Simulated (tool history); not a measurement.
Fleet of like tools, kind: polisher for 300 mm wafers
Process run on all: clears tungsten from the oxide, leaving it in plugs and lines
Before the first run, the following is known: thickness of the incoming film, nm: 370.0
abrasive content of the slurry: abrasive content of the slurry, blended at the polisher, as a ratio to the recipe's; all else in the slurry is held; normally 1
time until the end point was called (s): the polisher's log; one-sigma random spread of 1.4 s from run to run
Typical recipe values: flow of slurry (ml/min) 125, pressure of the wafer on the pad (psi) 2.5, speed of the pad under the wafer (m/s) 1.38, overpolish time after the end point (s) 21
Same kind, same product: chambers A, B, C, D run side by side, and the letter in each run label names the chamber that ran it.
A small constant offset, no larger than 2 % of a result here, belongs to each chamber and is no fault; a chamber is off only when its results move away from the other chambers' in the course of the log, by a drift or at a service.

run,hour,flow of slurry (ml/min),pressure of the wafer on the pad (psi),speed of the pad under the wafer (m/s),abrasive content of the slurry,overpolish time after the end point (s),wafers polished on this pad,hours since the slurry nozzle was cleaned,hours since the head pressure was calibrated,hours since the slurry blender was calibrated,hours since the slurry got fresh peroxide,time until the end point was called (s)
1A,11.1,125,2.5,1.38,1,21,549,674.1,245.1,211.8,72.7,104.03
# hour 12.3: chamber C: slurry tank refilled with fresh slurry and peroxide
# hour 18.1: chamber A: slurry tank refilled with fresh slurry and peroxide
2B,19.5,125,2.5,1.38,1,21,368,251.5,672.9,191.8,109.3,104.24
3C,32.6,125,2.5,1.38,1,21,952,164.6,491.3,222.3,20.3,103.63
# hour 32.9: chamber D: worn pad replaced by a new one
# hour 33.7: chamber D: slurry tank refilled with fresh slurry and peroxide
# hour 36.9: chamber B: slurry tank refilled with fresh slurry and peroxide
4D,45.1,125,2.5,1.38,1,21,112,582,132.4,255.1,11.5,104.62
# hour 51.3: chamber C: worn pad replaced by a new one
5B,57.2,125,2.5,1.38,1,21,714,289.2,710.6,229.5,20.3,106.1
# hour 64.5: chamber B: worn pad replaced by a new one
6C,65.7,125,2.5,1.38,1,21,132,197.7,524.4,255.4,53.4,104.13
7A,75.7,125,2.5,1.38,1,21,1141,738.7,309.7,276.4,57.7,107.9
# hour 81.2: chamber A: slurry tank refilled with fresh slurry and peroxide
8D,82.3,125,2.5,1.38,1,21,452,619.2,169.6,292.3,48.7,107.03
# hour 84.5: chamber B: slurry blender recalibrated
# hour 90.6: chamber C: slurry nozzle cleaned
9C,94.8,125,2.5,1.38,1,21,398,4.3,553.5,284.5,82.5,106.43
10B,101.3,125,2.5,1.38,1,21,337,333.3,754.7,16.9,64.4,106.61
# hour 107.2: chamber A: worn pad replaced by a new one
11A,107.2,125,2.5,1.38,1,16,0,770.2,341.2,307.9,26.1,108.29
# hour 107.3: chamber C: slurry tank refilled with fresh slurry and peroxide
12D,115.2,125,2.5,1.38,1,16,754,652.1,202.5,325.2,81.6,106.29
13A,126.5,125,2.5,1.38,1,16,176,789.5,360.5,327.2,45.4,112.03
14B,137.1,125,2.5,1.38,1,16,665,369.1,790.5,52.7,100.2,105.4
# hour 143.2: chamber D: slurry tank refilled with fresh slurry and peroxide
15C,145.4,125,2.5,1.38,1,21,862,54.9,604.1,335.1,38.2,104.98
# hour 145.8: chamber D: worn pad replaced by a new one
# hour 151.8: chamber B: worn pad replaced by a new one
16D,155.1,125,2.5,1.38,1,21,85,692,242.4,365.1,12,105.94
# hour 155.3: chamber A: slurry nozzle cleaned
# hour 157.5: chamber A: slurry tank refilled with fresh slurry and peroxide
17B,163.4,125,2.5,1.38,1,21,107,395.4,816.8,79,126.5,107.9
# hour 172.5: chamber C: worn pad replaced by a new one
18C,174.1,125,2.5,1.38,1,21,15,83.6,632.8,363.8,66.9,106.07
# hour 175.5: chamber C: slurry blender recalibrated
# hour 178.8: chamber B: slurry tank refilled with fresh slurry and peroxide
19D,184.7,125,2.5,1.38,1,21,356,721.6,272,394.7,41.6,105.14
# hour 185.1: chamber D: slurry blender recalibrated
20A,195.2,125,2.5,1.38,1,21,806,39.9,429.2,395.9,37.7,114.02
21C,204.2,125,2.5,1.38,1,21,290,113.7,662.9,28.8,97,104.1
# hour 205.5: chamber C: slurry tank refilled with fresh slurry and peroxide
22D,215.3,165,2.5,1.38,1,26,637,752.2,302.6,30.2,72.2,102.03
# hour 219.6: chamber A: slurry tank refilled with fresh slurry and peroxide
23B,224.9,165,2.5,1.38,1,26,670,456.9,878.3,140.5,46.2,99.033
# hour 227.7: chamber B: worn pad replaced by a new one
24A,237.1,165,2.5,1.38,1,26,1189,81.8,471.1,437.8,17.5,105.12
# hour 242.2: chamber A: worn pad replaced by a new one
# hour 246.9: chamber D: worn pad replaced by a new one
25C,250.3,165,2.5,1.38,1,26,713,159.8,709,74.9,44.9,99.849
26D,260.2,125,2.5,1.38,1,21,122,797.1,347.5,75.1,117.1,106.6
# hour 268.2: chamber D: slurry tank refilled with fresh slurry and peroxide
27A,268.5,125,2.5,1.38,1,21,241,113.2,502.5,469.2,48.9,114.62
# hour 268.7: chamber D: head pressure recalibrated
28B,279.5,125,2.5,1.38,1,21,474,511.5,932.9,195.1,100.8,106.32
# hour 281.2: chamber A: slurry tank refilled with fresh slurry and peroxide
29A,287.2,125,2.5,1.38,1,21,412,131.9,521.2,487.9,6,117.72
# hour 292: chamber B: slurry tank refilled with fresh slurry and peroxide
30D,295,125,2.5,1.38,1,21,440,831.9,26.4,109.9,26.9,105.29
# hour 296.2: chamber C: slurry tank refilled with fresh slurry and peroxide
# hour 299.4: chamber C: worn pad replaced by a new one
# hour 302.1: chamber B: worn pad replaced by a new one
31B,304.4,125,2.5,1.38,1.1,21,21,536.4,957.8,220,12.5,101.96
32C,313.3,125,2.5,1.38,1.1,21,127,222.8,772,137.9,17.2,102.55
33B,320.7,125,2.5,1.38,1.1,21,170,552.7,974.1,236.3,28.8,103.12
34A,329,125,2.5,1.38,1.1,21,795,173.7,563,529.7,47.8,113.27
35C,342.5,125,2.5,1.38,1,21,395,252,801.2,167.1,46.4,104.5
36D,355.1,125,2.5,1.38,1,21,991,892,86.5,170,87,104.75

Is one chamber off against the others, does the gauge drift, or is nothing wrong? If a chamber is off, say which, and what the likeliest cause is.

Little by little, chamber A moves away from the other chambers.
Cause: abrasive missing from the slurry, % = 35.5.
From this log alone, it may not be told apart from: head's pressure below its setpoint, %.

Chamber A could run next with any of the 4 candidate recipes listed below; each alters the usual settings, and their results appear as question marks. Which one brings its results back in line with what the other chambers deliver on the usual settings?
In line means no further than this from the other chambers' mean on the usual settings: time until the end point was called (s) 4.8
37A-1,364.8,130,2.8,1.5,1,21,,,,,,?
37A-2,364.8,120,2.2,1.38,1,21,,,,,,?
37A-3,364.8,120,2.5,1.16,0.95,21,,,,,,?
37A-4,364.8,130,2.8,1.38,1,21,,,,,,?

Other chambers, usual settings, mean: time until the end point was called (s) 105.16
run,time until the end point was called (s)
37A-1,96.503
37A-2,136.07
37A-3,143.78
37A-4,104.86
The right change is 37A-4: it brings the chamber back within the allowed miss of the others.
